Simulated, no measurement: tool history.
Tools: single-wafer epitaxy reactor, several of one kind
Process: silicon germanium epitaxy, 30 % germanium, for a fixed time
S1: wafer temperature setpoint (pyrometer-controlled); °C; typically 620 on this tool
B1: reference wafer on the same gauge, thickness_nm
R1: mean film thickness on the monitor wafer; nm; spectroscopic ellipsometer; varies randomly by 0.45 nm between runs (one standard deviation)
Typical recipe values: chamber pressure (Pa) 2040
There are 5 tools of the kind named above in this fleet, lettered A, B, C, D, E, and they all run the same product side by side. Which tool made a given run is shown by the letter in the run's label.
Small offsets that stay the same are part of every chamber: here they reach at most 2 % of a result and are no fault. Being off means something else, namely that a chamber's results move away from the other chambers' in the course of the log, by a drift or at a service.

Run 1A, hour 2.5: usual settings; B1 65.96. Result: R1 76.213 nm.
Run 2B, hour 7: usual settings; B1 66.011. Result: R1 75.906 nm.
Run 3D, hour 10.8: usual settings; B1 65.997. Result: R1 76.873 nm.
Run 4E, hour 14.3: usual settings; B1 65.897. Result: R1 74.96 nm.
Run 5C, hour 18.6: usual settings; B1 65.83. Result: R1 75.146 nm.
Run 6C, hour 23.3: usual settings; B1 65.886. Result: R1 75.327 nm.
Run 7B, hour 28.9: usual settings; B1 65.885. Result: R1 75.159 nm.
Run 8E, hour 32.6: usual settings but S1 633 °C, chamber pressure (Pa) 1613; B1 65.905. Result: R1 87.212 nm.
Run 9D, hour 35.6: usual settings but S1 633 °C, chamber pressure (Pa) 1613; B1 65.846. Result: R1 87.614 nm.
Run 10A, hour 38.6: usual settings but S1 633 °C, chamber pressure (Pa) 1613; B1 65.915. Result: R1 84.562 nm.
Run 11C, hour 41.2: usual settings but S1 633 °C, chamber pressure (Pa) 1613; B1 65.943. Result: R1 85.485 nm.
Run 12E, hour 45.1: usual settings but S1 633 °C, chamber pressure (Pa) 1613; B1 65.943. Result: R1 86.324 nm.
Run 13B, hour 49.6: usual settings but S1 612 °C, chamber pressure (Pa) 1827; B1 65.828. Result: R1 62.602 nm.
At hour 49.8: chamber D: pyrometer calibrated.
Run 14D, hour 54.5: usual settings but S1 612 °C, chamber pressure (Pa) 1827; B1 65.92. Result: R1 63.904 nm.
Run 15A, hour 60.2: usual settings but S1 612 °C, chamber pressure (Pa) 1827; B1 65.916. Result: R1 62.48 nm.
Run 16E, hour 62.9: usual settings but S1 612 °C, chamber pressure (Pa) 1827; B1 65.975. Result: R1 62.823 nm.
Run 17D, hour 65.3: usual settings but S1 612 °C, chamber pressure (Pa) 1827; B1 65.857. Result: R1 64.433 nm.
Run 18B, hour 68.5: usual settings; B1 65.927. Result: R1 75.351 nm.
Run 19C, hour 73.2: usual settings; B1 65.953. Result: R1 75.834 nm.
Run 20A, hour 75.7: usual settings but chamber pressure (Pa) 2240; B1 65.956. Result: R1 78.339 nm.
Run 21C, hour 80.4: usual settings but chamber pressure (Pa) 2240; B1 65.945. Result: R1 77.923 nm.
Run 22E, hour 83.5: usual settings but chamber pressure (Pa) 2240; B1 65.928. Result: R1 79.355 nm.
Run 23A, hour 88.4: usual settings but chamber pressure (Pa) 2240; B1 65.922. Result: R1 78 nm.
Run 24D, hour 92.4: usual settings but chamber pressure (Pa) 2240; B1 65.878. Result: R1 79.919 nm.
Run 25B, hour 96.2: usual settings; B1 65.935. Result: R1 74.445 nm.
Run 26E, hour 98.8: usual settings; B1 65.952. Result: R1 77.701 nm.
Run 27B, hour 101.5: usual settings; B1 65.891. Result: R1 75.035 nm.
Run 28D, hour 104.1: usual settings; B1 65.856. Result: R1 76.746 nm.
Run 29A, hour 108.9: usual settings; B1 65.814. Result: R1 74.837 nm.
Run 30C, hour 112: usual settings; B1 65.968. Result: R1 75.71 nm.
Run 31B, hour 115.9: usual settings but chamber pressure (Pa) 2266; B1 65.86. Result: R1 78.389 nm.
Run 32D, hour 120.7: usual settings but chamber pressure (Pa) 2266; B1 65.878. Result: R1 79.826 nm.
Run 33E, hour 126.1: usual settings but chamber pressure (Pa) 2266; B1 65.868. Result: R1 83.3 nm.
Run 34A, hour 129.3: usual settings but chamber pressure (Pa) 2266; B1 65.942. Result: R1 78.105 nm.
Run 35C, hour 134.7: usual settings but chamber pressure (Pa) 2266; B1 65.865. Result: R1 77.529 nm.
Run 36E, hour 139: usual settings; B1 65.822. Result: R1 79.921 nm.
Run 37A, hour 144.3: usual settings but chamber pressure (Pa) 1840; B1 65.901. Result: R1 72.051 nm.
Run 38D, hour 149.7: usual settings but chamber pressure (Pa) 1840; B1 65.811. Result: R1 73.192 nm.
Run 39B, hour 153.7: usual settings but chamber pressure (Pa) 1840; B1 65.837. Result: R1 72.024 nm.
Run 40C, hour 156.8: usual settings but chamber pressure (Pa) 1840; B1 65.999. Result: R1 72.417 nm.
Run 41C, hour 159.4: usual settings but chamber pressure (Pa) 1840; B1 65.851. Result: R1 72.505 nm.

Next, every chamber runs the same settings. What will each give?
Run 42A, hour 163.5: usual settings but S1 609 °C. Result: R1 ?.
Run 42B, hour 163.5: usual settings but S1 609 °C. Result: R1 ?.
Run 42C, hour 163.5: usual settings but S1 609 °C. Result: R1 ?.
Run 42D, hour 163.5: usual settings but S1 609 °C. Result: R1 ?.
Run 42E, hour 163.5: usual settings but S1 609 °C. Result: R1 ?.

run      R1
42A  62.071
42B  61.229
42C  61.719
42D  63.764
42E  67.475
